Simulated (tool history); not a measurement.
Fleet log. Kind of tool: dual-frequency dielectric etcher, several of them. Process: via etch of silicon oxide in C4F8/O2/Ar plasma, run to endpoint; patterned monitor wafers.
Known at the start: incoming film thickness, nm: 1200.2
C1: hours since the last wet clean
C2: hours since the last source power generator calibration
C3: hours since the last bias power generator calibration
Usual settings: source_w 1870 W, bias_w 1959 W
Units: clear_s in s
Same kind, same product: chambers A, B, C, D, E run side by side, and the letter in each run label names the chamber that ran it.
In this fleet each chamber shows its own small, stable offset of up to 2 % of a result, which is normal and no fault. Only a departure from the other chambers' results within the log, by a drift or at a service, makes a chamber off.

{"run": "1C", "hour": 6.8, "source_w": 1870, "bias_w": 1959, "C1": 128.9, "C2": 2310.8, "C3": 701.4, "clear_s": 243.97}
{"run": "2D", "hour": 15.5, "source_w": 1870, "bias_w": 1959, "C1": 536.7, "C2": 530.0, "C3": 519.9, "clear_s": 245.32}
{"run": "3A", "hour": 23.3, "source_w": 1870, "bias_w": 1959, "C1": 335.4, "C2": 3287.7, "C3": 3166.6, "clear_s": 247.83}
{"run": "4E", "hour": 28.0, "source_w": 1870, "bias_w": 1959, "C1": 50.8, "C2": 699.4, "C3": 2473.1, "clear_s": 248.38}
{"run": "5B", "hour": 34.9, "source_w": 1870, "bias_w": 1959, "C1": 486.8, "C2": 894.5, "C3": 1161.6, "clear_s": 244.19}
{"run": "6D", "hour": 41.1, "source_w": 1870, "bias_w": 1959, "C1": 562.3, "C2": 555.6, "C3": 545.5, "clear_s": 244.56}
{"run": "7B", "hour": 49.2, "source_w": 1870, "bias_w": 2389, "C1": 501.1, "C2": 908.8, "C3": 1175.9, "clear_s": 234.21}
{"run": "8C", "hour": 59.1, "source_w": 1870, "bias_w": 2389, "C1": 181.2, "C2": 2363.1, "C3": 753.7, "clear_s": 230.54}
{"run": "9A", "hour": 66.9, "source_w": 1870, "bias_w": 2389, "C1": 379.0, "C2": 3331.3, "C3": 3210.2, "clear_s": 230.71}
{"run": "10E", "hour": 75.1, "source_w": 1870, "bias_w": 2389, "C1": 97.9, "C2": 746.5, "C3": 2520.2, "clear_s": 234.94}
{"run": "11D", "hour": 85.1, "source_w": 1870, "bias_w": 2389, "C1": 606.3, "C2": 599.6, "C3": 589.5, "clear_s": 229.24}
{"run": "12E", "hour": 92.8, "source_w": 1870, "bias_w": 1959, "C1": 115.6, "C2": 764.2, "C3": 2537.9, "clear_s": 249.19}
{"run": "13A", "hour": 98.4, "source_w": 1870, "bias_w": 1959, "C1": 410.5, "C2": 3362.8, "C3": 3241.7, "clear_s": 243.14}
{"run": "14B", "hour": 105.0, "source_w": 1870, "bias_w": 1959, "C1": 556.9, "C2": 964.6, "C3": 1231.7, "clear_s": 244.09}
{"run": "15C", "hour": 111.1, "source_w": 1870, "bias_w": 1959, "C1": 233.2, "C2": 2415.1, "C3": 805.7, "clear_s": 244.25}
{"run": "16A", "hour": 118.8, "source_w": 2280, "bias_w": 1959, "C1": 430.9, "C2": 3383.2, "C3": 3262.1, "clear_s": 227.22}
{"run": "17E", "hour": 123.5, "source_w": 2280, "bias_w": 1959, "C1": 146.3, "C2": 794.9, "C3": 2568.6, "clear_s": 230.59}
{"run": "18D", "hour": 128.4, "source_w": 2280, "bias_w": 1959, "C1": 649.6, "C2": 642.9, "C3": 632.8, "clear_s": 225.28}
{"hour": 131.6, "done": "chamber B: wet clean of the chamber"}
{"run": "19B", "hour": 134.1, "source_w": 2280, "bias_w": 1959, "C1": 2.6, "C2": 993.7, "C3": 1260.8, "clear_s": 227.53}
{"hour": 134.7, "done": "chamber D: wet clean of the chamber"}
{"run": "20C", "hour": 139.3, "source_w": 2280, "bias_w": 1959, "C1": 261.4, "C2": 2443.3, "C3": 833.9, "clear_s": 224.55}
{"hour": 147.3, "done": "chamber A: source power generator calibrated"}
{"run": "21C", "hour": 147.6, "source_w": 2110, "bias_w": 1959, "C1": 269.7, "C2": 2451.6, "C3": 842.2, "clear_s": 232.58}
{"run": "22D", "hour": 153.6, "source_w": 2110, "bias_w": 1959, "C1": 18.9, "C2": 668.1, "C3": 658.0, "clear_s": 227.06}
{"run": "23B", "hour": 161.0, "source_w": 2110, "bias_w": 1959, "C1": 29.5, "C2": 1020.6, "C3": 1287.7, "clear_s": 233.95}
{"run": "24A", "hour": 166.8, "source_w": 2110, "bias_w": 1959, "C1": 478.9, "C2": 19.5, "C3": 3310.1, "clear_s": 234.92}
{"run": "25E", "hour": 176.5, "source_w": 2110, "bias_w": 1959, "C1": 199.3, "C2": 847.9, "C3": 2621.6, "clear_s": 236.55}
{"run": "26C", "hour": 184.6, "source_w": 1870, "bias_w": 1959, "C1": 306.7, "C2": 2488.6, "C3": 879.2, "clear_s": 242.27}
{"run": "27D", "hour": 192.5, "source_w": 1870, "bias_w": 1959, "C1": 57.8, "C2": 707.0, "C3": 696.9, "clear_s": 236.51}
{"run": "28E", "hour": 199.1, "source_w": 1870, "bias_w": 1959, "C1": 221.9, "C2": 870.5, "C3": 2644.2, "clear_s": 249.81}
{"hour": 202.7, "done": "chamber E: bias power generator calibrated"}
{"run": "29A", "hour": 208.2, "source_w": 1870, "bias_w": 1959, "C1": 520.3, "C2": 60.9, "C3": 3351.5, "clear_s": 244.09}
{"run": "30B", "hour": 215.0, "source_w": 2120, "bias_w": 2395, "C1": 83.5, "C2": 1074.6, "C3": 1341.7, "clear_s": 221.83}
{"run": "31C", "hour": 224.6, "source_w": 2120, "bias_w": 2395, "C1": 346.7, "C2": 2528.6, "C3": 919.2, "clear_s": 219.11}
{"run": "32E", "hour": 232.2, "source_w": 2120, "bias_w": 2395, "C1": 255.0, "C2": 903.6, "C3": 29.6, "clear_s": 224.19}
{"run": "33B", "hour": 239.2, "source_w": 2120, "bias_w": 2395, "C1": 107.7, "C2": 1098.8, "C3": 1365.9, "clear_s": 219.68}
{"run": "34D", "hour": 247.0, "source_w": 2120, "bias_w": 2395, "C1": 112.3, "C2": 761.5, "C3": 751.4, "clear_s": 211.06}
{"run": "35A", "hour": 252.1, "source_w": 1870, "bias_w": 1959, "C1": 564.2, "C2": 104.8, "C3": 3395.4, "clear_s": 243.36}
{"hour": 258.3, "done": "chamber A: wet clean of the chamber"}
{"run": "36B", "hour": 261.2, "source_w": 1870, "bias_w": 1959, "C1": 129.7, "C2": 1120.8, "C3": 1387.9, "clear_s": 246.89}
{"run": "37D", "hour": 266.0, "source_w": 2100, "bias_w": 1701, "C1": 131.3, "C2": 780.5, "C3": 770.4, "clear_s": 235.81}
{"run": "38C", "hour": 274.0, "source_w": 2100, "bias_w": 1701, "C1": 396.1, "C2": 2578.0, "C3": 968.6, "clear_s": 245.86}
{"run": "39E", "hour": 282.8, "source_w": 2100, "bias_w": 1701, "C1": 305.6, "C2": 954.2, "C3": 80.2, "clear_s": 245.48}
{"run": "40A", "hour": 288.9, "source_w": 2100, "bias_w": 1701, "C1": 30.6, "C2": 141.6, "C3": 3432.2, "clear_s": 243.61}
{"run": "41E", "hour": 297.1, "source_w": 2100, "bias_w": 1701, "C1": 319.9, "C2": 968.5, "C3": 94.5, "clear_s": 246.73}
{"run": "42D", "hour": 303.7, "source_w": 1870, "bias_w": 1959, "C1": 169.0, "C2": 818.2, "C3": 808.1, "clear_s": 236.27}
{"run": "43B", "hour": 312.9, "source_w": 1870, "bias_w": 1728, "C1": 181.4, "C2": 1172.5, "C3": 1439.6, "clear_s": 254.36}

Next, every chamber runs the same settings. What will each give?
{"run": "44A", "hour": 320.1, "source_w": 1870, "bias_w": 1959, "clear_s": "?"}
{"run": "44B", "hour": 320.1, "source_w": 1870, "bias_w": 1959, "clear_s": "?"}
{"run": "44C", "hour": 320.1, "source_w": 1870, "bias_w": 1959, "clear_s": "?"}
{"run": "44D", "hour": 320.1, "source_w": 1870, "bias_w": 1959, "clear_s": "?"}
{"run": "44E", "hour": 320.1, "source_w": 1870, "bias_w": 1959, "clear_s": "?"}

run=44A clear_s=244.93
run=44B clear_s=244.32
run=44C clear_s=245.23
run=44D clear_s=236.62
run=44E clear_s=249.07
